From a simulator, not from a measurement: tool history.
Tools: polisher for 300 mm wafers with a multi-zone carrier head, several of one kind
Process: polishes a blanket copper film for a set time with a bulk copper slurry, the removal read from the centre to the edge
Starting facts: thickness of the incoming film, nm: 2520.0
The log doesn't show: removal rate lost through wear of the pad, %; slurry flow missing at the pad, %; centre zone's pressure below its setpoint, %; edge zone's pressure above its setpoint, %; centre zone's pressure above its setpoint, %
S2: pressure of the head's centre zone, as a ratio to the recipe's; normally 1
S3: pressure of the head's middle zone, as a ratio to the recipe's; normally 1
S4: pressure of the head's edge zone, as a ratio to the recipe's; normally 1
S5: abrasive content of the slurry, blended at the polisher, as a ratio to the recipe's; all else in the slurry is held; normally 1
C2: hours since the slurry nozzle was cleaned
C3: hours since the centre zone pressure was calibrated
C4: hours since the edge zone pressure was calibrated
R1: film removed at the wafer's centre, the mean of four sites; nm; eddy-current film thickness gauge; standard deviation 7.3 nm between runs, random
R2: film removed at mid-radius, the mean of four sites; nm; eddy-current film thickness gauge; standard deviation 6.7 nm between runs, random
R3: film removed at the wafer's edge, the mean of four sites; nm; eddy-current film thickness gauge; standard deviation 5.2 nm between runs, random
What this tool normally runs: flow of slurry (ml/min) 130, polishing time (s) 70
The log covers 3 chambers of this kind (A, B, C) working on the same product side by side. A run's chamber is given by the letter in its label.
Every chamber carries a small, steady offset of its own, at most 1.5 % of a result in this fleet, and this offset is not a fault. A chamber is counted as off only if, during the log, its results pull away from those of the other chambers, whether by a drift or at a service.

run 1B day=0.212 | flow_of_slurry_(ml/min)=130 S2=1 S3=1 S4=1 S5=1 polishing_time_(s)=70 | wafers_polished_on_this_pad=177 C2=315.5 C3=804.5 C4=240.9 | R1=811.26 R2=818.63 R3=806.94
-- day=0.358 chamber C: edge zone pressure recalibrated
run 2C day=0.404 | flow_of_slurry_(ml/min)=130 S2=1 S3=1 S4=1 S5=1 polishing_time_(s)=70 | wafers_polished_on_this_pad=455 C2=65.7 C3=276.7 C4=1.1 | R1=814.95 R2=802.02 R3=798.4
run 3A day=0.529 | flow_of_slurry_(ml/min)=130 S2=1 S3=1 S4=1 S5=1 polishing_time_(s)=70 | wafers_polished_on_this_pad=718 C2=258.1 C3=311.4 C4=1025 | R1=830.97 R2=814.11 R3=824.93
run 4A day=0.679 | flow_of_slurry_(ml/min)=130 S2=1 S3=1 S4=1 S5=1 polishing_time_(s)=70 | wafers_polished_on_this_pad=760 C2=261.7 C3=315 C4=1028.6 | R1=823.73 R2=803.27 R3=823.15
run 5C day=0.888 | flow_of_slurry_(ml/min)=130 S2=1 S3=1 S4=1 S5=1 polishing_time_(s)=70 | wafers_polished_on_this_pad=591 C2=77.3 C3=288.3 C4=12.7 | R1=810.15 R2=808.78 R3=802.14
run 6B day=1.058 | flow_of_slurry_(ml/min)=130 S2=1 S3=1 S4=1 S5=1 polishing_time_(s)=70 | wafers_polished_on_this_pad=415 C2=335.8 C3=824.8 C4=261.2 | R1=822.64 R2=816.58 R3=808.71
run 7B day=1.267 | flow_of_slurry_(ml/min)=130 S2=1 S3=1 S4=1 S5=1 polishing_time_(s)=70 | wafers_polished_on_this_pad=474 C2=340.8 C3=829.8 C4=266.2 | R1=811.55 R2=822.55 R3=797.46
-- day=1.292 chamber A: worn pad replaced by a new one
run 8C day=1.462 | flow_of_slurry_(ml/min)=130 S2=1 S3=1 S4=1 S5=1 polishing_time_(s)=70 | wafers_polished_on_this_pad=753 C2=91.1 C3=302.1 C4=26.5 | R1=804.99 R2=816.71 R3=801.86
-- day=1.633 chamber C: worn pad replaced by a new one
run 9A day=1.654 | flow_of_slurry_(ml/min)=130 S2=1 S3=1 S4=1 S5=1 polishing_time_(s)=54 | wafers_polished_on_this_pad=103 C2=285.1 C3=338.4 C4=1052 | R1=637.05 R2=622.29 R3=631.85
run 10B day=1.767 | flow_of_slurry_(ml/min)=130 S2=1 S3=1 S4=1 S5=1 polishing_time_(s)=54 | wafers_polished_on_this_pad=614 C2=352.8 C3=841.8 C4=278.2 | R1=622.79 R2=629.49 R3=619.03
-- day=1.871 chamber B: worn pad replaced by a new one
run 11A day=1.904 | flow_of_slurry_(ml/min)=130 S2=1 S3=1 S4=1 S5=1 polishing_time_(s)=54 | wafers_polished_on_this_pad=173 C2=291.1 C3=344.4 C4=1058 | R1=631.5 R2=620.57 R3=628.53
run 12C day=2.096 | flow_of_slurry_(ml/min)=105 S2=0.96 S3=1 S4=1 S5=1 polishing_time_(s)=70 | wafers_polished_on_this_pad=130 C2=106.3 C3=317.3 C4=41.7 | R1=715.61 R2=773.37 R3=775.61
run 13A day=2.238 | flow_of_slurry_(ml/min)=105 S2=0.96 S3=1 S4=1 S5=1 polishing_time_(s)=70 | wafers_polished_on_this_pad=267 C2=299.1 C3=352.4 C4=1066 | R1=745.46 R2=776.76 R3=781.33
run 14C day=2.404 | flow_of_slurry_(ml/min)=105 S2=0.96 S3=1 S4=1 S5=1 polishing_time_(s)=70 | wafers_polished_on_this_pad=217 C2=113.7 C3=324.7 C4=49.1 | R1=727.82 R2=771.97 R3=776.17
run 15B day=2.592 | flow_of_slurry_(ml/min)=130 S2=1 S3=1 S4=1 S5=1 polishing_time_(s)=70 | wafers_polished_on_this_pad=203 C2=372.6 C3=861.6 C4=298 | R1=816.88 R2=808.49 R3=811.61
run 16A day=2.783 | flow_of_slurry_(ml/min)=130 S2=1 S3=1 S4=1 S5=1 polishing_time_(s)=70 | wafers_polished_on_this_pad=421 C2=312.2 C3=365.5 C4=1079.1 | R1=817.85 R2=815.47 R3=829.16
run 17C day=2.954 | flow_of_slurry_(ml/min)=130 S2=1 S3=1 S4=1 S5=1 polishing_time_(s)=70 | wafers_polished_on_this_pad=372 C2=126.9 C3=337.9 C4=62.3 | R1=814.58 R2=798.29 R3=798.93
run 18B day=3.175 | flow_of_slurry_(ml/min)=130 S2=1 S3=1 S4=1 S5=1 polishing_time_(s)=70 | wafers_polished_on_this_pad=368 C2=386.6 C3=875.6 C4=312 | R1=808.47 R2=800.12 R3=806.77
run 19A day=3.358 | flow_of_slurry_(ml/min)=130 S2=1 S3=1 S4=1 S5=1 polishing_time_(s)=70 | wafers_polished_on_this_pad=583 C2=326 C3=379.3 C4=1092.9 | R1=829.96 R2=819.89 R3=826.42
run 20C day=3.462 | flow_of_slurry_(ml/min)=130 S2=1 S3=1 S4=1 S5=1 polishing_time_(s)=70 | wafers_polished_on_this_pad=515 C2=139.1 C3=350.1 C4=74.5 | R1=810.95 R2=807.22 R3=805.21
run 21B day=3.671 | flow_of_slurry_(ml/min)=130 S2=1 S3=1 S4=1 S5=1 polishing_time_(s)=70 | wafers_polished_on_this_pad=507 C2=398.5 C3=887.5 C4=323.9 | R1=823.79 R2=814.41 R3=812.7
run 22B day=3.829 | flow_of_slurry_(ml/min)=130 S2=1 S3=1 S4=1 S5=1 polishing_time_(s)=70 | wafers_polished_on_this_pad=552 C2=402.3 C3=891.3 C4=327.7 | R1=801.06 R2=810.17 R3=803.12
run 23C day=4.046 | flow_of_slurry_(ml/min)=130 S2=1 S3=1 S4=1 S5=1 polishing_time_(s)=70 | wafers_polished_on_this_pad=679 C2=153.1 C3=364.1 C4=88.5 | R1=802.86 R2=807.52 R3=794.81
-- day=4.083 chamber A: worn pad replaced by a new one
run 24A day=4.167 | flow_of_slurry_(ml/min)=130 S2=1 S3=1 S4=1 S5=1 polishing_time_(s)=70 | wafers_polished_on_this_pad=23 C2=345.4 C3=398.7 C4=1112.3 | R1=817.23 R2=818.14 R3=818.59
-- day=4.208 chamber B: worn pad replaced by a new one
run 25C day=4.288 | flow_of_slurry_(ml/min)=130 S2=1 S3=1 S4=1 S5=1 polishing_time_(s)=70 | wafers_polished_on_this_pad=747 C2=158.9 C3=369.9 C4=94.3 | R1=815.46 R2=798.65 R3=792.09
-- day=4.392 chamber C: worn pad replaced by a new one
run 26B day=4.45 | flow_of_slurry_(ml/min)=130 S2=1 S3=1 S4=1 S5=1 polishing_time_(s)=70 | wafers_polished_on_this_pad=68 C2=417.2 C3=906.2 C4=342.6 | R1=811.83 R2=807.03 R3=805.87
run 27A day=4.642 | flow_of_slurry_(ml/min)=130 S2=1 S3=1 S4=1 S5=1 polishing_time_(s)=70 | wafers_polished_on_this_pad=157 C2=356.8 C3=410.1 C4=1123.7 | R1=817.11 R2=813.12 R3=819.78
run 28C day=4.758 | flow_of_slurry_(ml/min)=130 S2=1 S3=1 S4=1 S5=1 polishing_time_(s)=70 | wafers_polished_on_this_pad=103 C2=170.2 C3=381.2 C4=105.6 | R1=807.12 R2=817.04 R3=813.23
run 29A day=4.971 | flow_of_slurry_(ml/min)=130 S2=1 S3=0.91 S4=1 S5=1 polishing_time_(s)=52 | wafers_polished_on_this_pad=250 C2=364.7 C3=418 C4=1131.6 | R1=605.8 R2=558.81 R3=609.53
run 30B day=5.179 | flow_of_slurry_(ml/min)=130 S2=1 S3=0.91 S4=1 S5=1 polishing_time_(s)=52 | wafers_polished_on_this_pad=273 C2=434.7 C3=923.7 C4=360.1 | R1=599.44 R2=551.37 R3=602.05
run 31B day=5.375 | flow_of_slurry_(ml/min)=130 S2=1 S3=0.91 S4=1 S5=1 polishing_time_(s)=52 | wafers_polished_on_this_pad=328 C2=439.4 C3=928.4 C4=364.8 | R1=604.61 R2=553.23 R3=610.43
run 32C day=5.525 | flow_of_slurry_(ml/min)=130 S2=1 S3=1 S4=1 S5=1 polishing_time_(s)=70 | wafers_polished_on_this_pad=319 C2=188.6 C3=399.6 C4=124 | R1=803.78 R2=820.32 R3=810.37
run 33A day=5.629 | flow_of_slurry_(ml/min)=145 S2=0.9 S3=1 S4=1 S5=1 polishing_time_(s)=70 | wafers_polished_on_this_pad=435 C2=380.5 C3=433.8 C4=1147.4 | R1=752.2 R2=829.8 R3=835.8
run 34C day=5.754 | flow_of_slurry_(ml/min)=145 S2=0.9 S3=1 S4=1 S5=1 polishing_time_(s)=70 | wafers_polished_on_this_pad=384 C2=194.1 C3=405.1 C4=129.5 | R1=731.66 R2=817.81 R3=820.77
run 35B day=5.967 | flow_of_slurry_(ml/min)=145 S2=0.9 S3=1 S4=1 S5=1 polishing_time_(s)=70 | wafers_polished_on_this_pad=495 C2=453.6 C3=942.6 C4=379 | R1=738.16 R2=833.4 R3=809.28
run 36A day=6.162 | flow_of_slurry_(ml/min)=130 S2=1 S3=1 S4=1 S5=1 polishing_time_(s)=70 | wafers_polished_on_this_pad=585 C2=393.3 C3=446.6 C4=1160.2 | R1=821.41 R2=811.31 R3=826.12
-- day=6.338 chamber B: worn pad replaced by a new one
run 37A day=6.375 | flow_of_slurry_(ml/min)=95 S2=1 S3=1 S4=1 S5=1 polishing_time_(s)=70 | wafers_polished_on_this_pad=645 C2=398.4 C3=451.7 C4=1165.3 | R1=748.38 R2=744.19 R3=784.21
run 38B day=6.554 | flow_of_slurry_(ml/min)=95 S2=1 S3=1 S4=1 S5=1 polishing_time_(s)=70 | wafers_polished_on_this_pad=61 C2=467.7 C3=956.7 C4=393.1 | R1=740.89 R2=761.67 R3=758.6
run 39C day=6.712 | flow_of_slurry_(ml/min)=95 S2=1 S3=1 S4=1 S5=1 polishing_time_(s)=70 | wafers_polished_on_this_pad=654 C2=217.1 C3=428.1 C4=152.5 | R1=739.89 R2=756.01 R3=759.42
run 40B day=6.883 | flow_of_slurry_(ml/min)=130 S2=1 S3=1 S4=1 S5=1 polishing_time_(s)=70 | wafers_polished_on_this_pad=154 C2=475.6 C3=964.6 C4=401 | R1=806.3 R2=814.11 R3=803.27
run 41A day=7.096 | flow_of_slurry_(ml/min)=130 S2=1 S3=1 S4=1 S5=1 polishing_time_(s)=70 | wafers_polished_on_this_pad=848 C2=415.7 C3=469 C4=1182.6 | R1=809.97 R2=813.76 R3=826.08
-- day=7.162 chamber C: worn pad replaced by a new one
run 42C day=7.288 | flow_of_slurry_(ml/min)=130 S2=1 S3=1 S4=1 S5=1 polishing_time_(s)=70 | wafers_polished_on_this_pad=35 C2=230.9 C3=441.9 C4=166.3 | R1=802.6 R2=824.06 R3=798.84
run 43B day=7.421 | flow_of_slurry_(ml/min)=130 S2=1 S3=1 S4=1 S5=1 polishing_time_(s)=70 | wafers_polished_on_this_pad=305 C2=488.5 C3=977.5 C4=413.9 | R1=821.7 R2=816.43 R3=818.3

Does one chamber stand apart from the rest, does the shared gauge drift, or is all well apart from small per-chamber offsets? Give the chamber and the most likely cause, where there is one.

Nothing is wrong: each chamber keeps only its own small, steady offset and the gauge holds still.
